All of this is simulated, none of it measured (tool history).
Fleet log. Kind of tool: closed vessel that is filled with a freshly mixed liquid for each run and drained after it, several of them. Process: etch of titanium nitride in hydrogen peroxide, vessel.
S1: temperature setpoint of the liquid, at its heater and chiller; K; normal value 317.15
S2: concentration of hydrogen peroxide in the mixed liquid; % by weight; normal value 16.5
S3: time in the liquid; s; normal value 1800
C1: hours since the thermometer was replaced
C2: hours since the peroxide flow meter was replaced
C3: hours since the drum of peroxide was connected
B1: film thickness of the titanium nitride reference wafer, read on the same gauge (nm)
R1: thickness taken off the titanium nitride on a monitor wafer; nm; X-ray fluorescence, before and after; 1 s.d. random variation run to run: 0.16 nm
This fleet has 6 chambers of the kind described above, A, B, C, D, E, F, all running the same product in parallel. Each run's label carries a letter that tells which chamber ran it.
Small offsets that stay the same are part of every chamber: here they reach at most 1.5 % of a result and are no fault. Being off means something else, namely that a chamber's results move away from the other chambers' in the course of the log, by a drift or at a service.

Run 1C, hour 5.9: usual settings; C1 647.3; C2 441.5; C3 254.2; B1 110.03. Result: R1 27.945 nm.
Run 2E, hour 9.6: usual settings; C1 155.7; C2 890.9; C3 742.2; B1 109.99. Result: R1 27.464 nm.
Run 3A, hour 13.6: usual settings; C1 383.8; C2 2032.6; C3 275.0; B1 109.98. Result: R1 27.656 nm.
Run 4F, hour 17.6: usual settings; C1 279.7; C2 992.5; C3 234.5; B1 109.97. Result: R1 27.901 nm.
Run 5D, hour 23.1: usual settings; C1 487.2; C2 1192.4; C3 324.1; B1 109.99. Result: R1 27.704 nm.
Run 6B, hour 27.6: usual settings; C1 560.1; C2 727.1; C3 315.7; B1 110.01. Result: R1 27.416 nm.
Run 7D, hour 30.6: usual settings; C1 494.7; C2 1199.9; C3 331.6; B1 110.00. Result: R1 27.725 nm.
At hour 31.1: chamber E: new drum of peroxide connected.
Run 8B, hour 33.9: usual settings; C1 566.4; C2 733.4; C3 322.0; B1 110.00. Result: R1 27.329 nm.
Run 9C, hour 37.7: usual settings but S1 310.15 K; C1 679.1; C2 473.3; C3 286.0; B1 110.01. Result: R1 16.168 nm.
At hour 39.0: chamber D: thermometer replaced.
Run 10A, hour 41.3: usual settings but S1 310.15 K; C1 411.5; C2 2060.3; C3 302.7; B1 110.01. Result: R1 16.463 nm.
Run 11F, hour 45.0: usual settings but S1 310.15 K; C1 307.1; C2 1019.9; C3 261.9; B1 110.02. Result: R1 16.388 nm.
Run 12E, hour 49.4: usual settings but S1 310.15 K; C1 195.5; C2 930.7; C3 18.3; B1 110.01. Result: R1 16.251 nm.
Run 13D, hour 52.2: usual settings but S1 310.15 K; C1 13.3; C2 1221.5; C3 353.2; B1 110.02. Result: R1 16.047 nm.
Run 14F, hour 57.0: usual settings but S1 310.15 K; C1 319.1; C2 1031.9; C3 273.9; B1 109.99. Result: R1 16.377 nm.
Run 15A, hour 62.5: usual settings; C1 432.7; C2 2081.5; C3 323.9; B1 110.03. Result: R1 27.791 nm.
Run 16E, hour 67.5: usual settings; C1 213.6; C2 948.8; C3 36.4; B1 109.99. Result: R1 27.581 nm.
Run 17C, hour 70.2: usual settings; C1 711.6; C2 505.8; C3 318.5; B1 109.99. Result: R1 27.927 nm.
Run 18B, hour 74.1: usual settings; C1 606.6; C2 773.6; C3 362.2; B1 110.01. Result: R1 27.631 nm.
Run 19B, hour 76.9: usual settings; C1 609.4; C2 776.4; C3 365.0; B1 110.03. Result: R1 27.619 nm.
Run 20D, hour 82.2: usual settings; C1 43.3; C2 1251.5; C3 383.2; B1 110.00. Result: R1 27.539 nm.
Run 21E, hour 88.3: usual settings; C1 234.4; C2 969.6; C3 57.2; B1 109.99. Result: R1 27.561 nm.
Run 22F, hour 92.9: usual settings but S1 314.15 K, S2 12.5 % by weight; C1 355.0; C2 1067.8; C3 309.8; B1 110.00. Result: R1 21.066 nm.
Run 23A, hour 95.7: usual settings but S1 314.15 K, S2 12.5 % by weight; C1 465.9; C2 2114.7; C3 357.1; B1 109.96. Result: R1 21.191 nm.
Run 24C, hour 99.6: usual settings but S1 314.15 K, S2 12.5 % by weight; C1 741.0; C2 535.2; C3 347.9; B1 110.03. Result: R1 20.950 nm.
Run 25B, hour 103.6: usual settings but S1 314.15 K, S2 12.5 % by weight; C1 636.1; C2 803.1; C3 391.7; B1 109.99. Result: R1 20.877 nm.
Run 26F, hour 107.6: usual settings but S1 314.15 K, S2 12.5 % by weight; C1 369.7; C2 1082.5; C3 324.5; B1 109.99. Result: R1 20.905 nm.
Run 27C, hour 113.2: usual settings but S1 314.15 K, S2 12.5 % by weight; C1 754.6; C2 548.8; C3 361.5; B1 109.98. Result: R1 20.862 nm.
Run 28D, hour 117.5: usual settings; C1 78.6; C2 1286.8; C3 418.5; B1 109.97. Result: R1 27.594 nm.
Run 29A, hour 121.9: usual settings; C1 492.1; C2 2140.9; C3 383.3; B1 110.00. Result: R1 28.101 nm.
Run 30E, hour 126.3: usual settings; C1 272.4; C2 1007.6; C3 95.2; B1 109.98. Result: R1 27.449 nm.
Run 31C, hour 132.4: usual settings; C1 773.8; C2 568.0; C3 380.7; B1 109.98. Result: R1 27.707 nm.
At hour 136.1: chamber C: peroxide flow meter replaced.
Run 32B, hour 136.3: usual settings; C1 668.8; C2 835.8; C3 424.4; B1 110.01. Result: R1 28.270 nm.
Run 33F, hour 139.7: usual settings but S1 321.15 K; C1 401.8; C2 1114.6; C3 356.6; B1 110.03. Result: R1 37.686 nm.
Run 34A, hour 142.3: usual settings but S1 321.15 K; C1 512.5; C2 2161.3; C3 403.7; B1 110.01. Result: R1 37.777 nm.
Run 35E, hour 148.5: usual settings but S1 321.15 K; C1 294.6; C2 1029.8; C3 117.4; B1 110.01. Result: R1 36.701 nm.
Run 36D, hour 152.4: usual settings but S1 321.15 K; C1 113.5; C2 1321.7; C3 453.4; B1 109.99. Result: R1 37.356 nm.
At hour 152.8: chamber A: peroxide flow meter replaced.
Run 37B, hour 158.5: usual settings but S1 321.15 K; C1 691.0; C2 858.0; C3 446.6; B1 109.99. Result: R1 37.685 nm.
Run 38C, hour 162.6: usual settings but S1 321.15 K; C1 804.0; C2 26.6; C3 410.9; B1 110.02. Result: R1 37.121 nm.
Run 39E, hour 168.1: usual settings; C1 314.2; C2 1049.4; C3 137.0; B1 109.97. Result: R1 27.488 nm.
Run 40F, hour 173.2: usual settings; C1 435.3; C2 1148.1; C3 390.1; B1 110.01. Result: R1 28.066 nm.
Run 41A, hour 178.4: usual settings; C1 548.6; C2 25.6; C3 439.8; B1 109.95. Result: R1 27.721 nm.
Run 42D, hour 184.4: usual settings; C1 145.5; C2 1353.7; C3 485.4; B1 110.03. Result: R1 27.912 nm.

Does one chamber stand apart from the rest, does the shared gauge drift, or is all well apart from small per-chamber offsets? Give the chamber and the most likely cause, where there is one.

Little by little, chamber B moves away from the other chambers.
Likeliest cause: liquid hotter than its thermometer reads (K) = 0.585.

Which of the 4 candidates below, each the usual settings with something changed and its results left as question marks, puts chamber B back in line with what the other chambers give on the usual settings?
Counts as in line when no further than this from what the other chambers average on the usual settings: R1 0.560 nm
Run 43B-1, hour 188.8: usual settings but S3 1750 s. Result: R1 ?.
Run 43B-2, hour 188.8: usual settings but S1 316.65 K, S3 1755 s. Result: R1 ?.
Run 43B-3, hour 188.8: usual settings but S1 317.65 K, S3 1845 s. Result: R1 ?.
Run 43B-4, hour 188.8: usual settings but S2 18.5 % by weight. Result: R1 ?.

Usual-settings mean across the other chambers: R1 27.807 nm
  run      R1
43B-1  27.708
43B-2  26.767
43B-3  30.300
43B-4  29.206
43B-1 is the one that brings the chamber's results back in line with the other chambers.
